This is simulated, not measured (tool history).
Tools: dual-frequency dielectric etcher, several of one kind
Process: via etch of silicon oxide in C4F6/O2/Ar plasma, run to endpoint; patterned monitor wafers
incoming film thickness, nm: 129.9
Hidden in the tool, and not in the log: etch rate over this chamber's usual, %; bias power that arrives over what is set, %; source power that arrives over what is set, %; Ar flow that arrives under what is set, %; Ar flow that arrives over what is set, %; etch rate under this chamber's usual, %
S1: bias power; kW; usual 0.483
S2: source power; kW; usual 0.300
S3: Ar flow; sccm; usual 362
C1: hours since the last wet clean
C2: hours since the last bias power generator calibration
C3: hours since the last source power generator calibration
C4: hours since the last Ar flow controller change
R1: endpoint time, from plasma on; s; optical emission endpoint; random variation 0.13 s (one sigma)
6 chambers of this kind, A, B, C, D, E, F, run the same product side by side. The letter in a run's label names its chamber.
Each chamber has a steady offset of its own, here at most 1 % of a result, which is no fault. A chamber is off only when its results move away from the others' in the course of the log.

run,hour,S1,S2,S3,C1,C2,C3,C4,R1
1E,4.7,0.483,0.300,362,394.7,2694.4,868.1,4488.3,32.788
2B,8.9,0.483,0.300,362,248.2,414.8,525.8,4693.2,33.137
3F,15.9,0.483,0.300,362,177.8,898.7,2082.3,2136.1,32.736
4A,23.9,0.483,0.300,362,336.0,2109.0,363.9,6229.6,32.962
5C,32.7,0.483,0.300,362,213.6,901.8,3528.2,3691.3,33.273
# hour 33.8: chamber B: Ar flow controller replaced
6D,41.0,0.483,0.300,362,278.4,1379.8,1340.8,45.4,32.882
7C,46.8,0.483,0.300,330,227.7,915.9,3542.3,3705.4,32.775
8F,52.2,0.483,0.300,330,214.1,935.0,2118.6,2172.4,32.632
9E,57.3,0.483,0.300,330,447.3,2747.0,920.7,4540.9,32.178
10A,64.3,0.483,0.300,330,376.4,2149.4,404.3,6270.0,32.736
11B,70.6,0.483,0.300,330,309.9,476.5,587.5,36.9,32.673
12D,77.4,0.483,0.300,330,314.8,1416.2,1377.2,81.8,32.374
13C,81.9,0.483,0.300,362,262.8,951.0,3577.4,3740.5,32.938
14A,88.3,0.483,0.300,362,400.4,2173.4,428.3,6294.0,33.120
15E,96.5,0.483,0.300,362,486.5,2786.2,959.9,4580.1,32.747
# hour 103.6: chamber A: Ar flow controller replaced
# hour 105.0: chamber A: wet clean of the chamber
16D,105.2,0.483,0.300,362,342.6,1444.0,1405.0,109.6,32.582
17F,111.5,0.483,0.300,362,273.4,994.3,2177.9,2231.7,32.671
18B,116.7,0.483,0.300,362,356.0,522.6,633.6,83.0,33.140
19D,123.8,0.483,0.300,362,361.2,1462.6,1423.6,128.2,32.754
20A,128.7,0.483,0.300,362,23.8,2213.8,468.7,25.1,32.908
21F,135.9,0.483,0.300,362,297.8,1018.7,2202.3,2256.1,32.759
22B,141.5,0.483,0.300,362,380.8,547.4,658.4,107.8,32.971
23C,148.2,0.483,0.300,362,329.1,1017.3,3643.7,3806.8,33.036
24E,155.0,0.483,0.300,362,545.0,2844.7,1018.4,4638.6,32.806
25B,163.9,0.483,0.300,362,403.2,569.8,680.8,130.2,33.146
26C,169.7,0.483,0.300,362,350.6,1038.8,3665.2,3828.3,33.142
27E,174.6,0.483,0.300,362,564.6,2864.3,1038.0,4658.2,32.751
28D,183.2,0.483,0.300,362,420.6,1522.0,1483.0,187.6,32.401
29A,189.2,0.483,0.300,362,84.3,2274.3,529.2,85.6,32.787
30F,193.1,0.483,0.300,362,355.0,1075.9,2259.5,2313.3,32.831
# hour 195.6: chamber E: wet clean of the chamber
31D,201.0,0.483,0.300,362,438.4,1539.8,1500.8,205.4,31.976
32B,208.6,0.483,0.300,362,447.9,614.5,725.5,174.9,32.956
33F,215.2,0.391,0.350,362,377.1,1098.0,2281.6,2335.4,33.525
34C,221.7,0.391,0.350,362,402.6,1090.8,3717.2,3880.3,33.756
35E,226.2,0.391,0.350,362,30.7,2915.9,1089.6,4709.8,33.276
36A,231.2,0.391,0.350,362,126.3,2316.3,571.2,127.6,33.531
# hour 235.1: chamber D: bias power generator calibrated
37A,240.1,0.391,0.350,362,135.2,2325.2,580.1,136.5,33.700
38D,246.5,0.391,0.350,362,483.9,11.4,1546.3,250.9,32.405
39E,254.7,0.483,0.300,362,59.2,2944.4,1118.1,4738.3,32.458
40F,261.7,0.483,0.300,362,423.6,1144.5,2328.1,2381.9,32.788
41B,268.0,0.370,0.300,302,507.3,673.9,784.9,234.3,35.940

Is one chamber off against the others, does the gauge drift, or is nothing wrong? If a chamber is off, say which, and what the likeliest cause is.

Chamber D drifts away from the others.
Cause: etch rate over this chamber's usual, % = 4.13.

Here are 4 candidates for chamber D's next run, each the usual settings with a change, their results left as question marks. Which one brings its results back in line with what the others give on the usual settings?
In line means no further than this from the other chambers' mean on the usual settings: R1 0.460 s
42D-1,274.6,0.483,0.300,268,,,,,?
42D-2,274.6,0.528,0.330,352,,,,,?
42D-3,274.6,0.483,0.250,377,,,,,?
42D-4,274.6,0.483,0.300,481,,,,,?

The other chambers' mean on the usual settings: R1 32.891 s
run,R1
42D-1,30.663
42D-2,29.487
42D-3,34.059
42D-4,32.712
42D-4 brings the chamber back in line.
